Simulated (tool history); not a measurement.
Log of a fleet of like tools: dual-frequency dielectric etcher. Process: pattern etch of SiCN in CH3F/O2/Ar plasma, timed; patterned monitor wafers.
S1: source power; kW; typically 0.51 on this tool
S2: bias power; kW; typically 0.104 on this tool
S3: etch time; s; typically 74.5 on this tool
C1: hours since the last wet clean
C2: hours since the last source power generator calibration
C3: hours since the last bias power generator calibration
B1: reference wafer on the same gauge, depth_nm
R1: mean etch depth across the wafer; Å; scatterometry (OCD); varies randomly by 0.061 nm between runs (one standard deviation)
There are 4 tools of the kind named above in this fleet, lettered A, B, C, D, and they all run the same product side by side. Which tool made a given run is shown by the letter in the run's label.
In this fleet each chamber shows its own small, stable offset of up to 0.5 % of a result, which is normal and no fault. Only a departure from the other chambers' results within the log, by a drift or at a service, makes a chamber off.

run,hour,S1,S2,S3,C1,C2,C3,B1,R1
1C,10.1,0.51,0.104,74.5,218.6,1241.9,2841.3,31.884,350.9
2A,21.7,0.51,0.104,74.5,445.3,3130.6,2434.2,31.864,347.94
3B,32.3,0.51,0.104,74.5,340.2,1090.6,177.3,31.868,347.57
4D,42.2,0.51,0.104,74.5,91.4,973,956.8,31.854,350.19
# hour 45.6: chamber A: wet clean of the chamber
5A,50,0.51,0.104,74.5,4.4,3158.9,2462.5,31.849,346.64
6D,56.4,0.51,0.104,74.5,105.6,987.2,971,31.861,349.97
7C,62.8,0.51,0.104,74.5,271.3,1294.6,2894,31.842,349.2
8B,73,0.51,0.104,74.5,380.9,1131.3,218,31.833,347.48
9D,85.6,0.51,0.104,74.5,134.8,1016.4,1000.2,31.816,349.74
10A,97.4,0.51,0.104,74.5,51.8,3206.3,2509.9,31.806,346.91
11C,107.7,0.4,0.104,74.5,316.2,1339.5,2938.9,31.786,318.08
12B,120.1,0.4,0.104,74.5,428,1178.4,265.1,31.779,317.33
# hour 121.1: chamber C: wet clean of the chamber
13B,129.5,0.4,0.104,74.5,437.4,1187.8,274.5,31.773,317.84
14D,137.3,0.4,0.104,74.5,186.5,1068.1,1051.9,31.76,319.87
# hour 140: chamber B: wet clean of the chamber
# hour 141.1: chamber A: bias power generator calibrated
15C,143.6,0.51,0.104,74.5,22.5,1375.4,2974.8,31.768,348.94
16A,151.9,0.51,0.104,74.5,106.3,3260.8,10.8,31.762,347.37
17B,157.9,0.51,0.104,74.5,18,1216.2,302.9,31.739,345.73
18D,169.3,0.51,0.104,74.5,218.5,1100.1,1083.9,31.721,347.7
19A,175.2,0.51,0.104,74.5,129.6,3284.1,34.1,31.718,346.61
20C,182.3,0.51,0.104,74.5,61.2,1414.1,3013.5,31.74,348.34
21A,192.3,0.51,0.104,74.5,146.7,3301.2,51.2,31.712,346.86
22C,204.9,0.51,0.104,74.5,83.8,1436.7,3036.1,31.704,349.7
23D,216.4,0.51,0.104,74.5,265.6,1147.2,1131,31.697,348.01
24B,227.6,0.41,0.104,89,87.7,1285.9,372.6,31.669,381.77

All chambers now run identical settings, listed one chamber a line with results as question marks. What results will each chamber show?
25A,237.1,0.51,0.104,94,,,,,?
25B,237.1,0.51,0.104,94,,,,,?
25C,237.1,0.51,0.104,94,,,,,?
25D,237.1,0.51,0.104,94,,,,,?

run,R1
25A,434.71
25B,436.15
25C,438.14
25D,438.13
